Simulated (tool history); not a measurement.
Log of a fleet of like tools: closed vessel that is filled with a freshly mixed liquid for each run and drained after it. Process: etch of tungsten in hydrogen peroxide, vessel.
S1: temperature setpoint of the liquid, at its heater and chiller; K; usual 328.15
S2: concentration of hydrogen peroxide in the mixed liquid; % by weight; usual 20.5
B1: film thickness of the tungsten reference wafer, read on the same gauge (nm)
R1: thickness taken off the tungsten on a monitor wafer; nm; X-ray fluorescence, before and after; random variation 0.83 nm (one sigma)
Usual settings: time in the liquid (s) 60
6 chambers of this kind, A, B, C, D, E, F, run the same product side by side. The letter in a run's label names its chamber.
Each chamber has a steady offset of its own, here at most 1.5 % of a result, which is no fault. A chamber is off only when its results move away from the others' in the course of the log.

{"run": "1A", "hour": 14.9, "S1": 328.15, "S2": 20.5, "time in the liquid (s)": 60, "B1": 89.954, "R1": 133.57}
{"run": "2E", "hour": 23.2, "S1": 328.15, "S2": 20.5, "time in the liquid (s)": 60, "B1": 90.012, "R1": 128.91}
{"run": "3F", "hour": 33.6, "S1": 328.15, "S2": 20.5, "time in the liquid (s)": 60, "B1": 90.008, "R1": 130.66}
{"run": "4B", "hour": 43.3, "S1": 328.15, "S2": 20.5, "time in the liquid (s)": 60, "B1": 90.006, "R1": 131.04}
{"hour": 51.6, "done": "chamber B: peroxide flow meter replaced"}
{"run": "5C", "hour": 55.0, "S1": 328.15, "S2": 20.5, "time in the liquid (s)": 60, "B1": 90.014, "R1": 127.82}
{"run": "6D", "hour": 63.4, "S1": 328.15, "S2": 20.5, "time in the liquid (s)": 60, "B1": 89.989, "R1": 129.96}
{"run": "7E", "hour": 75.4, "S1": 328.15, "S2": 20.5, "time in the liquid (s)": 60, "B1": 89.973, "R1": 129.36}
{"run": "8C", "hour": 88.9, "S1": 328.15, "S2": 20.5, "time in the liquid (s)": 60, "B1": 89.997, "R1": 128.47}
{"run": "9D", "hour": 102.8, "S1": 328.15, "S2": 20.5, "time in the liquid (s)": 60, "B1": 90.042, "R1": 129.43}
{"run": "10A", "hour": 111.3, "S1": 328.15, "S2": 20.5, "time in the liquid (s)": 60, "B1": 90.0, "R1": 131.04}
{"hour": 119.9, "done": "chamber D: new drum of peroxide connected"}
{"run": "11F", "hour": 124.8, "S1": 328.15, "S2": 20.5, "time in the liquid (s)": 60, "B1": 89.973, "R1": 129.55}
{"run": "12B", "hour": 133.5, "S1": 335.65, "S2": 20.5, "time in the liquid (s)": 60, "B1": 89.993, "R1": 202.19}
{"run": "13E", "hour": 146.9, "S1": 335.65, "S2": 20.5, "time in the liquid (s)": 60, "B1": 89.995, "R1": 199.71}
{"run": "14D", "hour": 155.5, "S1": 335.65, "S2": 20.5, "time in the liquid (s)": 60, "B1": 90.02, "R1": 200.06}
{"run": "15A", "hour": 166.2, "S1": 335.65, "S2": 20.5, "time in the liquid (s)": 60, "B1": 89.966, "R1": 201.4}
{"run": "16F", "hour": 177.8, "S1": 335.65, "S2": 20.5, "time in the liquid (s)": 60, "B1": 90.006, "R1": 196.42}
{"hour": 182.3, "done": "chamber E: peroxide flow meter replaced"}
{"run": "17C", "hour": 185.1, "S1": 335.65, "S2": 20.5, "time in the liquid (s)": 60, "B1": 90.025, "R1": 199.49}
{"run": "18B", "hour": 192.6, "S1": 328.15, "S2": 20.5, "time in the liquid (s)": 60, "B1": 89.975, "R1": 130.63}
{"hour": 201.7, "done": "chamber E: thermometer replaced"}
{"hour": 204.2, "done": "chamber A: thermometer replaced"}
{"run": "19A", "hour": 205.9, "S1": 328.15, "S2": 20.5, "time in the liquid (s)": 60, "B1": 89.992, "R1": 131.34}
{"hour": 208.5, "done": "chamber C: new drum of peroxide connected"}
{"run": "20E", "hour": 215.9, "S1": 328.15, "S2": 18.5, "time in the liquid (s)": 60, "B1": 90.006, "R1": 122.94}
{"run": "21C", "hour": 230.1, "S1": 328.15, "S2": 18.5, "time in the liquid (s)": 60, "B1": 90.01, "R1": 123.65}
{"run": "22F", "hour": 240.6, "S1": 328.15, "S2": 18.5, "time in the liquid (s)": 60, "B1": 89.994, "R1": 119.04}
{"hour": 246.1, "done": "chamber C: thermometer replaced"}
{"run": "23B", "hour": 254.2, "S1": 328.15, "S2": 18.5, "time in the liquid (s)": 60, "B1": 89.999, "R1": 124.17}
{"run": "24D", "hour": 267.1, "S1": 328.15, "S2": 18.5, "time in the liquid (s)": 60, "B1": 90.007, "R1": 124.77}
{"run": "25C", "hour": 274.0, "S1": 328.15, "S2": 18.5, "time in the liquid (s)": 60, "B1": 90.029, "R1": 123.73}
{"run": "26D", "hour": 282.3, "S1": 328.15, "S2": 20.5, "time in the liquid (s)": 60, "B1": 90.016, "R1": 131.07}
{"run": "27E", "hour": 297.6, "S1": 328.15, "S2": 20.5, "time in the liquid (s)": 60, "B1": 89.989, "R1": 131.58}
{"run": "28B", "hour": 305.8, "S1": 328.15, "S2": 20.5, "time in the liquid (s)": 60, "B1": 90.038, "R1": 132.22}
{"run": "29F", "hour": 321.1, "S1": 328.15, "S2": 20.5, "time in the liquid (s)": 60, "B1": 89.976, "R1": 124.23}
{"run": "30A", "hour": 331.9, "S1": 328.15, "S2": 20.5, "time in the liquid (s)": 60, "B1": 89.991, "R1": 133.63}
{"hour": 336.0, "done": "chamber B: new drum of peroxide connected"}
{"run": "31B", "hour": 345.0, "S1": 321.65, "S2": 26.5, "time in the liquid (s)": 60, "B1": 90.015, "R1": 100.52}
{"run": "32C", "hour": 354.4, "S1": 321.65, "S2": 26.5, "time in the liquid (s)": 60, "B1": 89.958, "R1": 100.33}
{"hour": 354.7, "done": "chamber A: new drum of peroxide connected"}
{"run": "33D", "hour": 362.8, "S1": 321.65, "S2": 26.5, "time in the liquid (s)": 60, "B1": 89.996, "R1": 101.52}
{"run": "34F", "hour": 370.8, "S1": 321.65, "S2": 26.5, "time in the liquid (s)": 60, "B1": 90.03, "R1": 93.946}
{"run": "35A", "hour": 379.0, "S1": 321.65, "S2": 26.5, "time in the liquid (s)": 60, "B1": 89.981, "R1": 102.24}
{"run": "36E", "hour": 389.8, "S1": 321.65, "S2": 26.5, "time in the liquid (s)": 60, "B1": 90.006, "R1": 99.941}
{"hour": 397.8, "done": "chamber D: peroxide flow meter replaced"}
{"run": "37C", "hour": 405.1, "S1": 328.15, "S2": 20.5, "time in the liquid (s)": 60, "B1": 90.021, "R1": 130.96}
{"run": "38D", "hour": 419.5, "S1": 328.15, "S2": 20.5, "time in the liquid (s)": 60, "B1": 90.003, "R1": 130.78}

All 6 chambers run these settings next. Forecast each chamber's results:
{"run": "39A", "hour": 430.6, "S1": 328.15, "S2": 20.5, "time in the liquid (s)": 60, "R1": "?"}
{"run": "39B", "hour": 430.6, "S1": 328.15, "S2": 20.5, "time in the liquid (s)": 60, "R1": "?"}
{"run": "39C", "hour": 430.6, "S1": 328.15, "S2": 20.5, "time in the liquid (s)": 60, "R1": "?"}
{"run": "39D", "hour": 430.6, "S1": 328.15, "S2": 20.5, "time in the liquid (s)": 60, "R1": "?"}
{"run": "39E", "hour": 430.6, "S1": 328.15, "S2": 20.5, "time in the liquid (s)": 60, "R1": "?"}
{"run": "39F", "hour": 430.6, "S1": 328.15, "S2": 20.5, "time in the liquid (s)": 60, "R1": "?"}

run=39A R1=131.060
run=39B R1=131.540
run=39C R1=128.530
run=39D R1=131.070
run=39E R1=130.240
run=39F R1=118.580

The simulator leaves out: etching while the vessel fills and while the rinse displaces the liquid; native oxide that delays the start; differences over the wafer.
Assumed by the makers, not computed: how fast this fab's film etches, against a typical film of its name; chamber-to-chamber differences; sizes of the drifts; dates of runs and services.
